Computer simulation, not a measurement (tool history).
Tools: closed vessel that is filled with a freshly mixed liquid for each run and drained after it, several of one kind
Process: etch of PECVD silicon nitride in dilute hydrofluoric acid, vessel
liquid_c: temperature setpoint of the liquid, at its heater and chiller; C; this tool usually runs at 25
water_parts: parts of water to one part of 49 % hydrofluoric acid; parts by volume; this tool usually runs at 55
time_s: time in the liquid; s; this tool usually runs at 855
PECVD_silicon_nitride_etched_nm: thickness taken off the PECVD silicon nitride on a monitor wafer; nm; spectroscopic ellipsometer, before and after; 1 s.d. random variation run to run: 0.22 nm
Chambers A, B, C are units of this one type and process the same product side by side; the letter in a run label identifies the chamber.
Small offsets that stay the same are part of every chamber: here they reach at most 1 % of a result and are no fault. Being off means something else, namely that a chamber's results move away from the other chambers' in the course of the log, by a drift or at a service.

run	hour	liquid_c	water_parts	time_s	hours since the thermometer was replaced	hours since the hydrofluoric acid flow meter was replaced	read-back film thickness of the PECVD silicon nitride reference wafer, read on the same gauge (nm)	PECVD_silicon_nitride_etched_nm
1B	8.7	25	55	855	537.8	1360	30.006	29.099
2C	18.6	25	55	855	1214.1	237.6	29.984	29.516
# hour 31.5: chamber B: thermometer replaced
3A	32.5	25	55	855	192.4	1307.1	30.014	29.522
4C	46.4	25	55	855	1241.9	265.4	29.978	29.583
5B	57.4	25	55	855	25.9	1408.7	29.968	29.711
6A	66.7	25	55	855	226.6	1341.3	29.98	29.599
7B	75.2	25	55	855	43.7	1426.5	30.001	29.578
8A	88.2	21	55	855	248.1	1362.8	30.029	22.75
9C	101.4	21	55	855	1296.9	320.4	30.039	22.469
10C	112.7	21	55	855	1308.2	331.7	29.977	22.405
11A	127.3	25	55	855	287.2	1401.9	29.996	29.757
12B	142.7	25	55	855	111.2	1494	30.001	29.14
13B	157.9	25	55	855	126.4	1509.2	30.02	29.613
14A	169	25	55	855	328.9	1443.6	29.991	29.21
15C	183.3	22.5	65	855	1378.8	402.3	30.053	21.282
16C	192.7	22.5	65	855	1388.2	411.7	29.985	21.432
17A	202.1	22.5	65	855	362	1476.7	30.013	21.553
18B	214.4	25	55	855	182.9	1565.7	30.018	30.185
19B	221.5	25	55	855	190	1572.8	29.992	30.075
20C	229.6	25	55	855	1425.1	448.6	29.956	29.669
21A	239.7	25	55	855	399.6	1514.3	30.028	29.334
22C	246.9	25	55	855	1442.4	465.9	29.972	30.076
23B	254.7	25	55	855	223.2	1606	29.999	30.468
24A	266.4	25	55	855	426.3	1541	29.998	29.428
25B	280.7	25	55	855	249.2	1632	30.031	31.033
26C	293	25	55	855	1488.5	512	30.039	29.256
27A	300.2	25	55	855	460.1	1574.8	30.034	30.082
28C	309.5	25	55	855	1505	528.5	29.982	29.659
29B	319.4	26.5	55	855	287.9	1670.7	30.001	34.562
30A	331.3	26.5	55	855	491.2	1605.9	29.995	32.899
31C	342.4	26.5	55	855	1537.9	561.4	29.998	33.158
32A	354.2	25	55	855	514.1	1628.8	29.991	29.566
33B	366.1	25	40	1125	334.6	1717.4	29.974	56.91

Which is it: a chamber that has drifted or been left off by a service, a gauge drift common to all chambers, or only each chamber's usual small offset? If a chamber is off, name it and its likeliest cause.

It is chamber B that slowly wanders off from its peers.
Cause: hydrofluoric acid flow above the setpoint (%) = 8.99.
From this log alone, it may not be told apart from: liquid hotter than its thermometer reads (K).

Chamber B could run next with any of the 4 candidate recipes listed below; each alters the usual settings, and their results appear as question marks. Which one brings its results back in line with what the other chambers deliver on the usual settings?
Maximum distance from the other chambers' mean on the usual settings for a result to count as in line: PECVD_silicon_nitride_etched_nm 0.79 nm
34B-1	377.7	25	55	920				?
34B-2	377.7	25	60	855				?
34B-3	377.7	25.5	55	855				?
34B-4	377.7	25	55	830				?

Average result of the remaining chambers running the usual settings: PECVD_silicon_nitride_etched_nm 29.635 nm
run	PECVD_silicon_nitride_etched_nm
34B-1	34.524
34B-2	29.437
34B-3	33.175
34B-4	31.147
34B-2 puts the chamber back in line with the other chambers.
